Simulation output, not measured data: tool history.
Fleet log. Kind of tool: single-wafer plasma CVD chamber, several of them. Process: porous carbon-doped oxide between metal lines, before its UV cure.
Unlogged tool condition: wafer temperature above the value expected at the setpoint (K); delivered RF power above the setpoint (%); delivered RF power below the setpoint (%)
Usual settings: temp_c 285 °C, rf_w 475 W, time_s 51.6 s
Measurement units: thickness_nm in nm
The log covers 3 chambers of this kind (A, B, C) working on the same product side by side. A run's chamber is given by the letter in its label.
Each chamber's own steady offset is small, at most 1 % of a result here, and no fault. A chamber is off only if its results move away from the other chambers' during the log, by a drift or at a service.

run,hour,temp_c,rf_w,time_s,hours since the last thermocouple change,hours since the last RF generator calibration,"read-back reference wafer on the same gauge, thickness_nm",thickness_nm
1B,15.3,285,475,51.6,880.0,424.7,255.04,294.40
2A,23.7,285,475,51.6,134.9,906.1,255.01,289.32
3C,37.2,285,475,51.6,1790.9,551.7,255.05,294.47
4A,51.2,285,475,51.6,162.4,933.6,254.92,291.57
5C,62.5,285,445,61.2,1816.2,577.0,255.06,328.74
6B,74.8,285,445,61.2,939.5,484.2,254.93,329.86
7B,84.4,285,445,61.2,949.1,493.8,255.08,331.41
8A,98.5,285,475,51.6,209.7,980.9,254.88,288.25
# hour 101.9: chamber B: thermocouple changed; heater temperature recalibrated
9C,113.8,285,475,51.6,1867.5,628.3,254.98,291.01
10A,121.5,285,475,51.6,232.7,1003.9,254.95,289.28
11B,128.7,285,475,51.6,26.9,538.1,254.81,294.50
12C,139.4,285,475,51.6,1893.1,653.9,254.99,288.30
13B,149.2,285,475,51.6,47.4,558.6,254.89,293.13
14A,157.8,285,475,45.0,269.0,1040.2,255.10,252.28
15C,168.1,285,475,45.0,1921.8,682.6,254.82,252.56
16C,176.5,285,475,45.0,1930.2,691.0,255.04,251.72
17A,186.3,285,475,51.6,297.5,1068.7,254.98,289.23
18B,198.0,285,475,51.6,96.2,607.4,255.12,292.32
19C,212.8,285,475,51.6,1966.5,727.3,255.24,280.35
20B,225.7,285,475,51.6,123.9,635.1,255.29,293.69
21A,234.9,285,475,51.6,346.1,1117.3,255.03,287.36

All 3 chambers run these settings next. Forecast each chamber's results:
22A,246.1,285,475,51.6,,,,?
22B,246.1,285,475,51.6,,,,?
22C,246.1,285,475,51.6,,,,?

run,thickness_nm
22A,288.31
22B,293.91
22C,276.17
